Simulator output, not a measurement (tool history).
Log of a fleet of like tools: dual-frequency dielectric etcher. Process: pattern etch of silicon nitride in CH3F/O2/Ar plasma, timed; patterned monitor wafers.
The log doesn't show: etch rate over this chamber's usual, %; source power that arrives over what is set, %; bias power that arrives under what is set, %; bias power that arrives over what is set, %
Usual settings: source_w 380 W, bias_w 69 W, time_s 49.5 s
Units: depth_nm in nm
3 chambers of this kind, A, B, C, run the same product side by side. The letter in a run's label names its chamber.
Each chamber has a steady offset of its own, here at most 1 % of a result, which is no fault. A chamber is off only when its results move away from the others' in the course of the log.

run	hour	source_w	bias_w	time_s	hours since the last wet clean	hours since the last source power generator calibration	hours since the last bias power generator calibration	read-back reference wafer on the same gauge, depth_nm	depth_nm
1A	6.5	380	69	49.5	211.5	3739.5	27.5	27.991	33.358
2C	15.2	380	69	49.5	257.9	2090.2	190.0	28.015	33.440
# hour 15.4: chamber B: source power generator calibrated
3B	28.2	380	69	49.5	196.2	12.8	4669.5	27.971	33.635
4A	39.7	380	69	49.5	244.7	3772.7	60.7	27.951	33.322
5C	48.4	380	69	49.5	291.1	2123.4	223.2	28.000	33.625
6B	61.5	380	69	49.5	229.5	46.1	4702.8	27.985	34.061
7B	72.5	380	69	49.5	240.5	57.1	4713.8	28.045	33.700
8C	85.1	380	69	49.5	327.8	2160.1	259.9	27.982	33.669
9A	93.0	380	69	49.5	298.0	3826.0	114.0	27.985	33.568
10C	106.6	380	69	49.5	349.3	2181.6	281.4	28.052	33.778
11A	120.2	380	69	49.5	325.2	3853.2	141.2	28.023	33.472
# hour 125.4: chamber A: wet clean of the chamber
12B	128.6	380	69	54.5	296.6	113.2	4769.9	28.002	37.963
13C	136.7	380	69	54.5	379.4	2211.7	311.5	27.991	37.227
14B	146.0	380	69	54.5	314.0	130.6	4787.3	28.055	37.712
15A	156.9	380	69	49.5	31.6	3889.9	177.9	28.007	33.695
# hour 164.1: chamber C: wet clean of the chamber
16B	166.1	340	62	49.5	334.1	150.7	4807.4	27.974	32.014
17A	177.8	340	62	49.5	52.5	3910.8	198.8	28.014	30.980
18C	185.6	340	62	49.5	21.6	2260.6	360.4	27.993	30.676
19B	194.2	420	81	49.5	362.2	178.8	4835.5	28.000	37.697
20C	206.9	420	81	49.5	42.9	2281.9	381.7	28.017	36.838
21A	214.9	420	81	49.5	89.6	3947.9	235.9	27.999	36.780
22A	223.5	380	69	49.5	98.2	3956.5	244.5	28.004	33.149
23B	231.6	380	69	49.5	399.6	216.2	4872.9	28.023	35.097
24C	242.2	380	57	49.5	78.2	2317.2	417.0	28.001	31.215
25B	248.3	380	57	49.5	416.3	232.9	4889.6	27.978	32.510
26C	255.8	380	57	49.5	91.8	2330.8	430.6	27.983	31.212

What goes on in this fleet: one chamber off, a drifting gauge, or nothing beyond the chambers' own small offsets? Name the chamber and the cause, if any.

Chamber B drifts away from the others.
Cause: etch rate over this chamber's usual, % = 3.29.

Here are 4 candidates for chamber B's next run, each the usual settings with a change, their results left as question marks. Which one brings its results back in line with what the others give on the usual settings?
In line means no further than this from the other chambers' mean on the usual settings: depth_nm 0.700 nm
27B-1	265.7	350	66	49.5					?
27B-2	265.7	380	87	49.5					?
27B-3	265.7	370	68	46.0					?
27B-4	265.7	380	70	51.5					?

The other chambers' mean on the usual settings: depth_nm 33.436 nm
run	depth_nm
27B-1	33.429
27B-2	37.940
27B-3	32.057
27B-4	36.616
27B-1 brings the chamber back in line.
